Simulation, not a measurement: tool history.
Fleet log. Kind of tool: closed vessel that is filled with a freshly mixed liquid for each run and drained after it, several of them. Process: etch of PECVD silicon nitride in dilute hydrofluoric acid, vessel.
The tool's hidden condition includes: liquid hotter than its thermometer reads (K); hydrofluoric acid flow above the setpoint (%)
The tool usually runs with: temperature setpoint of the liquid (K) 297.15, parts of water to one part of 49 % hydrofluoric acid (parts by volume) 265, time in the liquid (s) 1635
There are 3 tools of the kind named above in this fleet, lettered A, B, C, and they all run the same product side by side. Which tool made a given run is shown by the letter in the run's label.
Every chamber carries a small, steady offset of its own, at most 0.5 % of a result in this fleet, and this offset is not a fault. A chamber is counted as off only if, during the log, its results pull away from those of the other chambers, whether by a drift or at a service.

| run | day | temperature setpoint of the liquid (K) | parts of water to one part of 49 % hydrofluoric acid (parts by volume) | time in the liquid (s) | hours since the thermometer was replaced | hours since the hydrofluoric acid flow meter was replaced | read-back film thickness of the PECVD silicon nitride reference wafer, read on the same gauge (nm) | thickness taken off the PECVD silicon nitride on a monitor wafer (nm) |
|---|---|---|---|---|---|---|---|---|
| 1C | 0.425 | 297.15 | 265 | 1635 | 619.1 | 835.7 | 40.041 | 10.6880 |
|  | 0.483 | chamber B: hydrofluoric acid flow meter replaced |
| 2A | 0.858 | 297.15 | 265 | 1635 | 69.5 | 773.1 | 40.024 | 10.6430 |
| 3B | 1.383 | 297.15 | 265 | 1635 | 1023.0 | 21.7 | 39.961 | 10.6780 |
| 4C | 1.846 | 297.15 | 265 | 1635 | 653.2 | 869.8 | 39.996 | 10.7000 |
| 5A | 2.396 | 297.15 | 265 | 1635 | 106.4 | 810.0 | 39.942 | 10.5590 |
| 6B | 2.821 | 297.15 | 265 | 1635 | 1057.5 | 56.2 | 40.043 | 10.7440 |
| 7A | 3.238 | 297.15 | 265 | 1635 | 126.6 | 830.2 | 40.028 | 10.6680 |
| 8C | 3.746 | 297.15 | 265 | 1635 | 698.8 | 915.4 | 39.997 | 10.5960 |
| 9B | 4.308 | 297.15 | 265 | 1635 | 1093.2 | 91.9 | 40.036 | 10.6790 |
| 10A | 4.654 | 297.15 | 265 | 1635 | 160.6 | 864.2 | 40.022 | 10.6320 |
| 11C | 5.012 | 297.15 | 265 | 1635 | 729.2 | 945.8 | 39.991 | 10.6960 |
| 12B | 5.342 | 297.15 | 265 | 1635 | 1118.0 | 116.7 | 40.008 | 10.7140 |
| 13B | 5.738 | 297.15 | 265 | 1635 | 1127.5 | 126.2 | 40.008 | 10.6330 |
| 14C | 6.025 | 297.15 | 265 | 1635 | 753.5 | 970.1 | 39.955 | 10.6870 |
| 15A | 6.304 | 297.15 | 265 | 1635 | 200.2 | 903.8 | 40.000 | 10.6250 |
| 16C | 6.729 | 297.15 | 265 | 1635 | 770.4 | 987.0 | 40.039 | 10.7040 |
| 17A | 7.233 | 297.15 | 265 | 1635 | 222.5 | 926.1 | 39.977 | 10.7530 |
| 18B | 7.671 | 297.15 | 265 | 1635 | 1173.9 | 172.6 | 40.005 | 10.7970 |
| 19A | 8.033 | 297.15 | 265 | 1635 | 241.7 | 945.3 | 40.022 | 10.6790 |
| 20C | 8.367 | 297.15 | 265 | 1635 | 809.7 | 1026.3 | 39.970 | 10.6740 |
| 21B | 8.862 | 297.15 | 265 | 1635 | 1202.5 | 201.2 | 40.037 | 10.9150 |
| 22A | 9.200 | 300.15 | 265 | 1635 | 269.7 | 973.3 | 40.040 | 12.7820 |
| 23B | 9.679 | 300.15 | 265 | 1635 | 1222.1 | 220.8 | 39.988 | 13.1590 |
| 24C | 10.033 | 300.15 | 265 | 1635 | 849.7 | 1066.3 | 39.982 | 12.7690 |
| 25C | 10.508 | 297.15 | 265 | 1635 | 861.1 | 1077.7 | 40.019 | 10.7100 |
| 26A | 11.108 | 299.15 | 265 | 1635 | 315.5 | 1019.1 | 40.070 | 12.0300 |
| 27B | 11.688 | 299.15 | 265 | 1635 | 1270.3 | 269.0 | 40.012 | 12.4470 |
| 28C | 12.021 | 299.15 | 265 | 1635 | 897.4 | 1114.0 | 39.998 | 12.1460 |
| 29A | 12.542 | 297.15 | 265 | 1635 | 349.9 | 1053.5 | 39.944 | 10.6490 |
| 30B | 12.871 | 297.15 | 265 | 1635 | 1298.7 | 297.4 | 39.953 | 11.1660 |
| 31A | 13.271 | 297.15 | 265 | 1635 | 367.4 | 1071.0 | 39.974 | 10.6640 |
| 32C | 13.679 | 297.15 | 265 | 1635 | 937.2 | 1153.8 | 40.006 | 10.7970 |
| 33B | 14.058 | 297.15 | 265 | 1635 | 1327.2 | 325.9 | 39.981 | 11.1600 |
| 34C | 14.621 | 297.15 | 265 | 1635 | 959.8 | 1176.4 | 40.011 | 10.7260 |
| 35A | 15.096 | 297.15 | 265 | 1635 | 411.2 | 1114.8 | 40.022 | 10.6410 |
| 36B | 15.550 | 297.15 | 265 | 1635 | 1363.0 | 361.7 | 39.962 | 11.2830 |
| 37A | 16.058 | 297.15 | 265 | 1635 | 434.3 | 1137.9 | 39.994 | 10.5960 |
| 38B | 16.396 | 297.15 | 265 | 1635 | 1383.3 | 382.0 | 39.974 | 11.3470 |

Which is it: a chamber that has drifted or been left off by a service, a gauge drift common to all chambers, or only each chamber's usual small offset? If a chamber is off, name it and its likeliest cause.

Chamber B drifts away from the others.
Most likely cause: liquid hotter than its thermometer reads (K) = 0.977.
With only this log, it may be confused with: hydrofluoric acid flow above the setpoint (%).

Chamber B could run next with any of the 4 candidate recipes listed below; each alters the usual settings, and their results appear as question marks. Which one brings its results back in line with what the other chambers deliver on the usual settings?
To be in line, a result may differ from the other chambers' mean on the usual settings by at most: thickness taken off the PECVD silicon nitride on a monitor wafer (nm) 0.1600
| 39B-1 | 16.846 | 297.15 | 260 | 1660 |  |  |  | ? |
| 39B-2 | 16.846 | 296.15 | 265 | 1635 |  |  |  | ? |
| 39B-3 | 16.846 | 297.15 | 260 | 1695 |  |  |  | ? |
| 39B-4 | 16.846 | 296.65 | 265 | 1635 |  |  |  | ? |

Mean of the other chambers on the usual settings: thickness taken off the PECVD silicon nitride on a monitor wafer (nm) 10.6890
| run | thickness taken off the PECVD silicon nitride on a monitor wafer (nm) |
|---|---|
| 39B-1 | 11.7500 |
| 39B-2 | 10.6710 |
| 39B-3 | 11.9980 |
| 39B-4 | 11.0050 |
It is 39B-2 that realigns the chamber with its peers.
